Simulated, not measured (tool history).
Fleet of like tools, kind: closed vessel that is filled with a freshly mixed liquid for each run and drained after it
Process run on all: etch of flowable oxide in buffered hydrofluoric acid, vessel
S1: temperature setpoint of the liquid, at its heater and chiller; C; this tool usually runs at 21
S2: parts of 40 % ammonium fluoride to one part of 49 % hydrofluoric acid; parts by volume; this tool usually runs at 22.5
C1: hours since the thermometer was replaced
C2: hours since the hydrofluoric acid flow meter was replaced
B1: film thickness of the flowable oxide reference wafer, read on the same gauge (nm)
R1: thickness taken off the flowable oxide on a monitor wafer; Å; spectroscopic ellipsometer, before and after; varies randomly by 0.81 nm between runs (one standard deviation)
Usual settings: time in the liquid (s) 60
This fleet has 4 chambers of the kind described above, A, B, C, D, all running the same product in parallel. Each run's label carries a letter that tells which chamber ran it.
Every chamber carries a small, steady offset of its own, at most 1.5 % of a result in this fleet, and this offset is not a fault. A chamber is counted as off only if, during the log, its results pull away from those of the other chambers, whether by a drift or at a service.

{"run": "1D", "hour": 5.4, "S1": 21, "S2": 22.5, "time in the liquid (s)": 60, "C1": 140.9, "C2": 357.3, "B1": 129.99, "R1": 1055.6}
{"run": "2B", "hour": 15.9, "S1": 21, "S2": 22.5, "time in the liquid (s)": 60, "C1": 1285.4, "C2": 808.7, "B1": 130, "R1": 1044.2}
{"run": "3C", "hour": 26.5, "S1": 21, "S2": 22.5, "time in the liquid (s)": 60, "C1": 774.9, "C2": 629.1, "B1": 130.08, "R1": 1057.3}
{"run": "4A", "hour": 36.4, "S1": 21, "S2": 22.5, "time in the liquid (s)": 60, "C1": 1022.2, "C2": 499.7, "B1": 130.02, "R1": 1057.4}
{"run": "5A", "hour": 44.9, "S1": 21, "S2": 22.5, "time in the liquid (s)": 60, "C1": 1030.7, "C2": 508.2, "B1": 130.03, "R1": 1058.7}
{"run": "6C", "hour": 54.3, "S1": 21, "S2": 28.5, "time in the liquid (s)": 60, "C1": 802.7, "C2": 656.9, "B1": 129.95, "R1": 894.88}
{"run": "7D", "hour": 61.5, "S1": 21, "S2": 28.5, "time in the liquid (s)": 60, "C1": 197, "C2": 413.4, "B1": 129.99, "R1": 894.03}
{"hour": 68.3, "done": "chamber C: hydrofluoric acid flow meter replaced"}
{"run": "8B", "hour": 72.7, "S1": 21, "S2": 28.5, "time in the liquid (s)": 60, "C1": 1342.2, "C2": 865.5, "B1": 130, "R1": 882.64}
{"run": "9C", "hour": 83.0, "S1": 21, "S2": 28.5, "time in the liquid (s)": 60, "C1": 831.4, "C2": 14.8, "B1": 129.95, "R1": 884.96}
{"run": "10B", "hour": 93.7, "S1": 21, "S2": 22.5, "time in the liquid (s)": 60, "C1": 1363.2, "C2": 886.5, "B1": 129.99, "R1": 1060.2}
{"run": "11D", "hour": 103.1, "S1": 21, "S2": 22.5, "time in the liquid (s)": 60, "C1": 238.6, "C2": 455, "B1": 130.03, "R1": 1062.9}
{"run": "12A", "hour": 108.3, "S1": 21, "S2": 22.5, "time in the liquid (s)": 60, "C1": 1094.1, "C2": 571.6, "B1": 129.99, "R1": 1052.6}
{"run": "13C", "hour": 116.9, "S1": 21, "S2": 22.5, "time in the liquid (s)": 60, "C1": 865.3, "C2": 48.7, "B1": 129.97, "R1": 1049.5}
{"run": "14A", "hour": 124.0, "S1": 21, "S2": 22.5, "time in the liquid (s)": 60, "C1": 1109.8, "C2": 587.3, "B1": 129.98, "R1": 1068.7}
{"run": "15B", "hour": 134.1, "S1": 21, "S2": 22.5, "time in the liquid (s)": 60, "C1": 1403.6, "C2": 926.9, "B1": 130.01, "R1": 1077.8}
{"run": "16D", "hour": 144.7, "S1": 21, "S2": 22.5, "time in the liquid (s)": 60, "C1": 280.2, "C2": 496.6, "B1": 130, "R1": 1069.4}
{"run": "17B", "hour": 150.2, "S1": 21, "S2": 22.5, "time in the liquid (s)": 60, "C1": 1419.7, "C2": 943, "B1": 129.99, "R1": 1086.5}
{"run": "18A", "hour": 159.7, "S1": 21, "S2": 22.5, "time in the liquid (s)": 60, "C1": 1145.5, "C2": 623, "B1": 129.97, "R1": 1060.1}
{"run": "19D", "hour": 164.9, "S1": 21, "S2": 22.5, "time in the liquid (s)": 60, "C1": 300.4, "C2": 516.8, "B1": 130.05, "R1": 1076.9}
{"run": "20C", "hour": 175.6, "S1": 21, "S2": 22.5, "time in the liquid (s)": 60, "C1": 924, "C2": 107.4, "B1": 130.01, "R1": 1074.6}
{"run": "21D", "hour": 183.6, "S1": 21, "S2": 22.5, "time in the liquid (s)": 60, "C1": 319.1, "C2": 535.5, "B1": 130.01, "R1": 1070.4}
{"run": "22B", "hour": 192.2, "S1": 21, "S2": 22.5, "time in the liquid (s)": 60, "C1": 1461.7, "C2": 985, "B1": 130, "R1": 1119.3}
{"run": "23A", "hour": 201.0, "S1": 21, "S2": 22.5, "time in the liquid (s)": 60, "C1": 1186.8, "C2": 664.3, "B1": 130.01, "R1": 1073.2}
{"run": "24C", "hour": 212.0, "S1": 21, "S2": 22.5, "time in the liquid (s)": 60, "C1": 960.4, "C2": 143.8, "B1": 130.02, "R1": 1057.3}
{"run": "25B", "hour": 222.8, "S1": 21, "S2": 22.5, "time in the liquid (s)": 60, "C1": 1492.3, "C2": 1015.6, "B1": 130.01, "R1": 1150.1}
{"run": "26C", "hour": 227.9, "S1": 21, "S2": 22.5, "time in the liquid (s)": 60, "C1": 976.3, "C2": 159.7, "B1": 129.99, "R1": 1059.9}
{"run": "27A", "hour": 233.9, "S1": 21, "S2": 22.5, "time in the liquid (s)": 60, "C1": 1219.7, "C2": 697.2, "B1": 130.04, "R1": 1064.6}
{"run": "28D", "hour": 240.5, "S1": 21, "S2": 22.5, "time in the liquid (s)": 60, "C1": 376, "C2": 592.4, "B1": 130.04, "R1": 1062.7}
{"run": "29A", "hour": 248.3, "S1": 21, "S2": 22.5, "time in the liquid (s)": 60, "C1": 1234.1, "C2": 711.6, "B1": 130.01, "R1": 1057.8}
{"run": "30B", "hour": 253.5, "S1": 21, "S2": 22.5, "time in the liquid (s)": 60, "C1": 1523, "C2": 1046.3, "B1": 129.99, "R1": 1147.8}

Is one chamber out of step, is the gauge drifting, or do the chambers differ by no more than their own small offsets? For an off chamber, give its letter and the likeliest cause.

Chamber B drifts away from the others.
Cause: liquid hotter than its thermometer reads (K) = 1.64.
From this log alone, it may not be told apart from: hydrofluoric acid flow above the setpoint (%).

Below are 4 candidate recipes for chamber B's next run, each the usual settings with a change, their results shown as question marks. Which of them brings B's results back in line with what the other chambers give on the usual settings?
In line means no further than this from the other chambers' mean on the usual settings: R1 28 Å
{"run": "31B-1", "hour": 262.0, "S1": 21, "S2": 22.5, "time in the liquid (s)": 65, "R1": "?"}
{"run": "31B-2", "hour": 262.0, "S1": 19.5, "S2": 25.5, "time in the liquid (s)": 60, "R1": "?"}
{"run": "31B-3", "hour": 262.0, "S1": 21.5, "S2": 22.5, "time in the liquid (s)": 70, "R1": "?"}
{"run": "31B-4", "hour": 262.0, "S1": 19.5, "S2": 22.5, "time in the liquid (s)": 60, "R1": "?"}

Usual-settings mean across the other chambers: R1 1058.6 Å
run=31B-1 R1=1243.5
run=31B-2 R1=968.74
run=31B-3 R1=1375.9
run=31B-4 R1=1056.7
Change 31B-4 lands the chamber within the allowed miss of the other chambers.

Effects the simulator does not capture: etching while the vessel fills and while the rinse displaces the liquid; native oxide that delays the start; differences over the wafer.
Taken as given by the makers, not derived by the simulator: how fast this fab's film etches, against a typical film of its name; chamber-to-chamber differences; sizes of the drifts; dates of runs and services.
